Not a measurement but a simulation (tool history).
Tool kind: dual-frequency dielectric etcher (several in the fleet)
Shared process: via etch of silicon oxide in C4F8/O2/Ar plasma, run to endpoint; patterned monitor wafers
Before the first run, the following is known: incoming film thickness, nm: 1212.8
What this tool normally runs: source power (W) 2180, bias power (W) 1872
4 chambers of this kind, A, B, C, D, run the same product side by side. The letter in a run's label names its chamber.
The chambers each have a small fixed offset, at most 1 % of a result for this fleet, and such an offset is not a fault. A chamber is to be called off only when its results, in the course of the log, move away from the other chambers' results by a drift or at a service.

| run | hour | source power (W) | bias power (W) | endpoint time (s) |
|---|---|---|---|---|
| 1C | 9.2 | 2180 | 1872 | 237.91 |
| 2A | 13.4 | 2180 | 1872 | 236.37 |
| 3B | 20.9 | 2180 | 1872 | 235.98 |
| 4D | 28.4 | 2180 | 1872 | 234.58 |
| 5A | 36.9 | 2180 | 1872 | 237.97 |
| 6B | 46.0 | 2180 | 1872 | 235.70 |
| 7C | 55.1 | 2180 | 1872 | 236.73 |
| 8D | 63.7 | 2180 | 1872 | 234.22 |
| 9C | 71.6 | 2180 | 1872 | 236.68 |
| 10A | 77.5 | 2180 | 1872 | 238.18 |
| 11B | 83.0 | 2180 | 1872 | 233.85 |
| 12D | 91.7 | 2180 | 1872 | 232.77 |
| 13D | 99.0 | 2180 | 1872 | 232.31 |
| 14A | 103.3 | 2180 | 1872 | 240.15 |
| 15B | 108.6 | 2180 | 1872 | 235.18 |
| 16C | 112.8 | 2180 | 1872 | 239.76 |
| 17A | 118.1 | 2180 | 1872 | 238.14 |
| 18B | 126.5 | 2180 | 2294 | 219.82 |
| 19C | 133.3 | 2180 | 2294 | 223.76 |
| 20D | 139.0 | 2180 | 2294 | 219.98 |
| 21C | 146.6 | 2180 | 2294 | 223.60 |
| 22B | 153.2 | 2180 | 2043 | 230.40 |
| 23D | 161.4 | 2180 | 2043 | 225.12 |
| 24A | 169.4 | 2180 | 2043 | 229.05 |
| 25D | 175.5 | 2180 | 2043 | 227.19 |
| 26B | 182.0 | 2180 | 1872 | 236.39 |
| 27A | 187.1 | 2180 | 2293 | 224.29 |
| 28C | 192.6 | 2180 | 2293 | 223.93 |
| 29B | 197.2 | 2180 | 2293 | 221.28 |
| 30A | 206.1 | 2180 | 2293 | 222.01 |
| 31D | 211.2 | 2460 | 1421 | 235.80 |
| 32C | 216.2 | 2460 | 1421 | 245.58 |
| 33A | 225.4 | 2460 | 1421 | 242.23 |
| 34D | 233.6 | 2460 | 1421 | 235.52 |
| 35B | 243.1 | 2180 | 1872 | 235.31 |
| 36C | 247.4 | 2180 | 1872 | 237.41 |
| 37C | 253.0 | 2180 | 1872 | 235.26 |
| 38D | 261.8 | 2180 | 1872 | 226.63 |
| 39B | 267.9 | 2180 | 1872 | 235.53 |
| 40A | 272.3 | 2180 | 1872 | 238.21 |
| 41B | 279.0 | 2180 | 1872 | 234.88 |
| 42A | 283.9 | 1710 | 2093 | 254.50 |
| 43D | 292.4 | 1710 | 2093 | 239.68 |
| 44C | 299.8 | 1710 | 2093 | 254.04 |

Decide between three cases: one chamber stands off from its peers, the gauge reading all wafers drifts, or nothing is wrong past each chamber's small offset. Where a chamber is off, say which and what most likely put it there.

One chamber, D, drifts off from the rest bit by bit.
What lies behind it: etch rate over this chamber's usual, % = 3.94.

Below are 4 candidate recipes for chamber D's next run, each the usual settings with a change, their results shown as question marks. Which of them brings D's results back in line with what the other chambers give on the usual settings?
To be in line, a result may differ from the other chambers' mean on the usual settings by at most: endpoint time (s) 4.10
| 45D-1 | 306.7 | 1920 | 1872 | ? |
| 45D-2 | 306.7 | 2180 | 1979 | ? |
| 45D-3 | 306.7 | 2120 | 1836 | ? |
| 45D-4 | 306.7 | 2350 | 1978 | ? |

Other chambers, usual settings, mean: endpoint time (s) 236.66
| run | endpoint time (s) |
|---|---|
| 45D-1 | 237.69 |
| 45D-2 | 222.55 |
| 45D-3 | 229.81 |
| 45D-4 | 216.07 |
Change 45D-1 lands the chamber within the allowed miss of the other chambers.
